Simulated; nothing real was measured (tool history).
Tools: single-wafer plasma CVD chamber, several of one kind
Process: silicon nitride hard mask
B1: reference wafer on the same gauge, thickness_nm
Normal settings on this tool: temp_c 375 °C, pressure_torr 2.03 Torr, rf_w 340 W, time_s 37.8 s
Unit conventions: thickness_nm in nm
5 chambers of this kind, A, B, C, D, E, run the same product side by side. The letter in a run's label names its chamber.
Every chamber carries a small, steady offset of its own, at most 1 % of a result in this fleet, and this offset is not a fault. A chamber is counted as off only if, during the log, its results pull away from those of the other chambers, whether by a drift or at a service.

run 1C hour=11.6 | temp_c=375 pressure_torr=2.03 rf_w=340 time_s=37.8 | B1=59.775 | thickness_nm=51.268
run 2B hour=25.2 | temp_c=375 pressure_torr=2.03 rf_w=340 time_s=37.8 | B1=59.817 | thickness_nm=51.087
run 3D hour=36.3 | temp_c=375 pressure_torr=2.03 rf_w=340 time_s=37.8 | B1=59.777 | thickness_nm=50.305
run 4E hour=44.7 | temp_c=375 pressure_torr=2.03 rf_w=340 time_s=37.8 | B1=59.771 | thickness_nm=51.15
run 5A hour=59.8 | temp_c=375 pressure_torr=2.03 rf_w=340 time_s=37.8 | B1=59.807 | thickness_nm=50.781
run 6D hour=68.5 | temp_c=375 pressure_torr=2.03 rf_w=340 time_s=37.8 | B1=59.813 | thickness_nm=50.512
run 7B hour=80.1 | temp_c=375 pressure_torr=2.03 rf_w=340 time_s=37.8 | B1=59.8 | thickness_nm=51.133
run 8E hour=90.1 | temp_c=375 pressure_torr=2.03 rf_w=340 time_s=37.8 | B1=59.796 | thickness_nm=50.656
run 9A hour=101.6 | temp_c=375 pressure_torr=2.03 rf_w=340 time_s=37.8 | B1=59.814 | thickness_nm=51.016
run 10C hour=110.4 | temp_c=375 pressure_torr=2.03 rf_w=340 time_s=37.8 | B1=59.767 | thickness_nm=51.4
-- hour=114.5 chamber C: capacitance manometer re-zeroed and calibrated
run 11B hour=120.2 | temp_c=375 pressure_torr=2.03 rf_w=340 time_s=37.8 | B1=59.783 | thickness_nm=51.527
run 12C hour=133.6 | temp_c=375 pressure_torr=2.03 rf_w=340 time_s=37.8 | B1=59.804 | thickness_nm=51.446
run 13A hour=144.8 | temp_c=375 pressure_torr=2.03 rf_w=340 time_s=37.8 | B1=59.807 | thickness_nm=51.094
run 14E hour=151.7 | temp_c=375 pressure_torr=1.64 rf_w=340 time_s=37.8 | B1=59.787 | thickness_nm=47.756
run 15D hour=158.5 | temp_c=375 pressure_torr=1.64 rf_w=340 time_s=37.8 | B1=59.813 | thickness_nm=47.48
run 16E hour=172.2 | temp_c=375 pressure_torr=1.64 rf_w=340 time_s=37.8 | B1=59.841 | thickness_nm=47.534
-- hour=175.1 chamber A: capacitance manometer re-zeroed and calibrated
run 17D hour=185.6 | temp_c=375 pressure_torr=1.64 rf_w=340 time_s=37.8 | B1=59.854 | thickness_nm=47.588
run 18A hour=194.4 | temp_c=375 pressure_torr=1.64 rf_w=340 time_s=37.8 | B1=59.824 | thickness_nm=47.863
run 19C hour=207.7 | temp_c=375 pressure_torr=2.03 rf_w=340 time_s=37.8 | B1=59.783 | thickness_nm=51.247
run 20B hour=216 | temp_c=370 pressure_torr=2.03 rf_w=290 time_s=37.8 | B1=59.812 | thickness_nm=46.247
run 21D hour=230 | temp_c=370 pressure_torr=2.03 rf_w=290 time_s=37.8 | B1=59.821 | thickness_nm=45.374
run 22C hour=238.9 | temp_c=370 pressure_torr=2.03 rf_w=290 time_s=37.8 | B1=59.781 | thickness_nm=46.423
-- hour=239.3 chamber D: thermocouple changed; heater temperature recalibrated
run 23E hour=246.3 | temp_c=370 pressure_torr=2.03 rf_w=290 time_s=37.8 | B1=59.793 | thickness_nm=45.992
run 24A hour=254.6 | temp_c=370 pressure_torr=2.03 rf_w=290 time_s=37.8 | B1=59.876 | thickness_nm=45.985
run 25B hour=269.9 | temp_c=375 pressure_torr=2.03 rf_w=340 time_s=37.8 | B1=59.757 | thickness_nm=51.056
run 26C hour=280.1 | temp_c=375 pressure_torr=2.03 rf_w=340 time_s=37.8 | B1=59.779 | thickness_nm=50.979
run 27A hour=289.2 | temp_c=375 pressure_torr=2.46 rf_w=340 time_s=31 | B1=59.798 | thickness_nm=43.649
run 28B hour=297 | temp_c=375 pressure_torr=2.46 rf_w=340 time_s=31 | B1=59.831 | thickness_nm=44.206
run 29E hour=304.1 | temp_c=375 pressure_torr=2.46 rf_w=340 time_s=31 | B1=59.763 | thickness_nm=43.514
-- hour=309.3 chamber A: RF generator calibrated
run 30D hour=315.1 | temp_c=375 pressure_torr=2.46 rf_w=340 time_s=31 | B1=59.824 | thickness_nm=43.78
run 31D hour=330.4 | temp_c=375 pressure_torr=2.46 rf_w=340 time_s=31 | B1=59.805 | thickness_nm=43.668
run 32C hour=339.5 | temp_c=375 pressure_torr=2.03 rf_w=340 time_s=37.8 | B1=59.764 | thickness_nm=51.3
run 33A hour=353.5 | temp_c=375 pressure_torr=2.03 rf_w=340 time_s=37.8 | B1=59.792 | thickness_nm=50.974
run 34B hour=361.9 | temp_c=375 pressure_torr=2.03 rf_w=340 time_s=37.8 | B1=59.77 | thickness_nm=51.246
run 35E hour=375.4 | temp_c=375 pressure_torr=2.03 rf_w=340 time_s=37.8 | B1=59.812 | thickness_nm=50.563

Read the log: is a single chamber off, either drifting away or since a service, is the gauge that measures every chamber drifting, or is nothing wrong beyond small per-chamber offsets? Name any odd chamber and what most likely caused it.

Nothing is wrong: each chamber keeps only its own small, steady offset and the gauge holds still.
